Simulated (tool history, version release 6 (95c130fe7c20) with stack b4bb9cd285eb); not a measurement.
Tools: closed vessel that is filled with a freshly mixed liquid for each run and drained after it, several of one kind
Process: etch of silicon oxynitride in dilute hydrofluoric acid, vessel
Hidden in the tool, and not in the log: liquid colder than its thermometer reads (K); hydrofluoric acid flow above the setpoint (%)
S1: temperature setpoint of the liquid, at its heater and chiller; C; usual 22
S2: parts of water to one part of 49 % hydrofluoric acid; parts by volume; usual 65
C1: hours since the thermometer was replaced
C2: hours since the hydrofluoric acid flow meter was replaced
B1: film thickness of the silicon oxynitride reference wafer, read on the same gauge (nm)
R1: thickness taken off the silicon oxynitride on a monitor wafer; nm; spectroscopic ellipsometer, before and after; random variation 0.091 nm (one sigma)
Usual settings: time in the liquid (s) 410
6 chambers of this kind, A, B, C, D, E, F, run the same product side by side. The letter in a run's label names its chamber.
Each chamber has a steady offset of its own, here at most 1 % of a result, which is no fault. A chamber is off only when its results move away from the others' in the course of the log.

run 1F day=0.312 | S1=22 S2=65 time_in_the_liquid_(s)=410 | C1=880.9 C2=511.9 | B1=99.96 | R1=9.0764
run 2A day=0.654 | S1=22 S2=65 time_in_the_liquid_(s)=410 | C1=1813.4 C2=138.1 | B1=99.995 | R1=9.1089
run 3E day=1.075 | S1=22 S2=65 time_in_the_liquid_(s)=410 | C1=493.4 C2=624.9 | B1=100.03 | R1=9.0518
-- day=1.175 chamber A: thermometer replaced
run 4D day=1.429 | S1=22 S2=65 time_in_the_liquid_(s)=410 | C1=760.8 C2=143.6 | B1=99.986 | R1=9.013
run 5C day=1.646 | S1=22 S2=65 time_in_the_liquid_(s)=410 | C1=768 C2=586.4 | B1=100.01 | R1=9.1596
run 6B day=2.021 | S1=22 S2=65 time_in_the_liquid_(s)=410 | C1=781.3 C2=1103 | B1=99.986 | R1=8.9708
run 7E day=2.45 | S1=22 S2=65 time_in_the_liquid_(s)=410 | C1=526.4 C2=657.9 | B1=99.999 | R1=9.0939
run 8F day=2.721 | S1=22 S2=65 time_in_the_liquid_(s)=410 | C1=938.7 C2=569.7 | B1=99.991 | R1=9.194
run 9D day=3.183 | S1=22 S2=65 time_in_the_liquid_(s)=410 | C1=802.9 C2=185.7 | B1=100.01 | R1=8.921
run 10C day=3.517 | S1=20 S2=65 time_in_the_liquid_(s)=410 | C1=812.9 C2=631.3 | B1=99.99 | R1=8.2584
run 11A day=3.783 | S1=20 S2=65 time_in_the_liquid_(s)=410 | C1=62.6 C2=213.2 | B1=100.02 | R1=8.3595
run 12B day=4.208 | S1=20 S2=65 time_in_the_liquid_(s)=410 | C1=833.8 C2=1155.5 | B1=99.963 | R1=8.1293
run 13F day=4.471 | S1=20 S2=65 time_in_the_liquid_(s)=410 | C1=980.7 C2=611.7 | B1=100.02 | R1=8.3636
run 14E day=4.712 | S1=20 S2=65 time_in_the_liquid_(s)=410 | C1=580.7 C2=712.2 | B1=100.01 | R1=8.2299
run 15B day=5.008 | S1=20 S2=65 time_in_the_liquid_(s)=410 | C1=853 C2=1174.7 | B1=99.999 | R1=8.2383
run 16C day=5.292 | S1=22 S2=65 time_in_the_liquid_(s)=410 | C1=855.5 C2=673.9 | B1=99.993 | R1=9.1186
run 17A day=5.6 | S1=25 S2=75 time_in_the_liquid_(s)=410 | C1=106.2 C2=256.8 | B1=100.05 | R1=9.0918
run 18D day=6.004 | S1=25 S2=75 time_in_the_liquid_(s)=410 | C1=870.6 C2=253.4 | B1=99.975 | R1=8.878
run 19C day=6.212 | S1=25 S2=75 time_in_the_liquid_(s)=410 | C1=877.6 C2=696 | B1=100 | R1=9.0278
run 20B day=6.629 | S1=25 S2=75 time_in_the_liquid_(s)=410 | C1=891.9 C2=1213.6 | B1=99.977 | R1=9.1955
run 21D day=6.871 | S1=25 S2=75 time_in_the_liquid_(s)=410 | C1=891.4 C2=274.2 | B1=99.968 | R1=8.8704
run 22A day=7.312 | S1=25 S2=75 time_in_the_liquid_(s)=410 | C1=147.3 C2=297.9 | B1=100.01 | R1=9.135
run 23F day=7.742 | S1=22 S2=65 time_in_the_liquid_(s)=410 | C1=1059.2 C2=690.2 | B1=99.998 | R1=8.9996
run 24E day=7.992 | S1=22 S2=65 time_in_the_liquid_(s)=410 | C1=659.4 C2=790.9 | B1=100.03 | R1=8.941
run 25B day=8.3 | S1=22 S2=65 time_in_the_liquid_(s)=410 | C1=932 C2=1253.7 | B1=100 | R1=9.4543
run 26F day=8.688 | S1=22 S2=65 time_in_the_liquid_(s)=410 | C1=1081.9 C2=712.9 | B1=99.991 | R1=9.2137
run 27D day=8.983 | S1=22 S2=65 time_in_the_liquid_(s)=410 | C1=942.1 C2=324.9 | B1=99.99 | R1=9.0295
run 28A day=9.375 | S1=19 S2=80 time_in_the_liquid_(s)=410 | C1=196.8 C2=347.4 | B1=99.988 | R1=6.363
run 29E day=9.733 | S1=19 S2=80 time_in_the_liquid_(s)=410 | C1=701.2 C2=832.7 | B1=100 | R1=6.2857
run 30C day=10.125 | S1=19 S2=80 time_in_the_liquid_(s)=410 | C1=971.5 C2=789.9 | B1=99.992 | R1=6.4482
run 31C day=10.512 | S1=19 S2=80 time_in_the_liquid_(s)=410 | C1=980.8 C2=799.2 | B1=99.99 | R1=6.3253
run 32A day=10.846 | S1=19 S2=80 time_in_the_liquid_(s)=410 | C1=232.1 C2=382.7 | B1=99.999 | R1=6.3593
run 33B day=11.125 | S1=19 S2=80 time_in_the_liquid_(s)=410 | C1=999.8 C2=1321.5 | B1=100.04 | R1=6.8121
run 34E day=11.408 | S1=22 S2=65 time_in_the_liquid_(s)=195 | C1=741.4 C2=872.9 | B1=99.99 | R1=4.3531
run 35D day=11.733 | S1=22 S2=65 time_in_the_liquid_(s)=195 | C1=1008.1 C2=390.9 | B1=99.989 | R1=4.3109
run 36F day=12.158 | S1=22 S2=65 time_in_the_liquid_(s)=195 | C1=1165.2 C2=796.2 | B1=99.989 | R1=4.3898

What goes on in this fleet: one chamber off, a drifting gauge, or nothing beyond the chambers' own small offsets? Name the chamber and the cause, if any.

Chamber B drifts away from the others.
Cause: hydrofluoric acid flow above the setpoint (%) = 9.18.
The log may not tell that from: liquid hotter than its thermometer reads (K).

Here are 4 candidates for chamber B's next run, each the usual settings with a change, their results left as question marks. Which one brings its results back in line with what the others give on the usual settings?
In line means no further than this from the other chambers' mean on the usual settings: R1 0.32 nm
run 37B-1 day=12.496 | S1=21.5 S2=65 time_in_the_liquid_(s)=410 | R1=?
run 37B-2 day=12.496 | S1=22 S2=65 time_in_the_liquid_(s)=415 | R1=?
run 37B-3 day=12.496 | S1=22 S2=65 time_in_the_liquid_(s)=440 | R1=?
run 37B-4 day=12.496 | S1=22 S2=70 time_in_the_liquid_(s)=410 | R1=?

The other chambers' mean on the usual settings: R1 9.0964 nm
run=37B-1 R1=9.627
run=37B-2 R1=9.9829
run=37B-3 R1=10.584
run=37B-4 R1=9.136
37B-4 brings the chamber back in line.
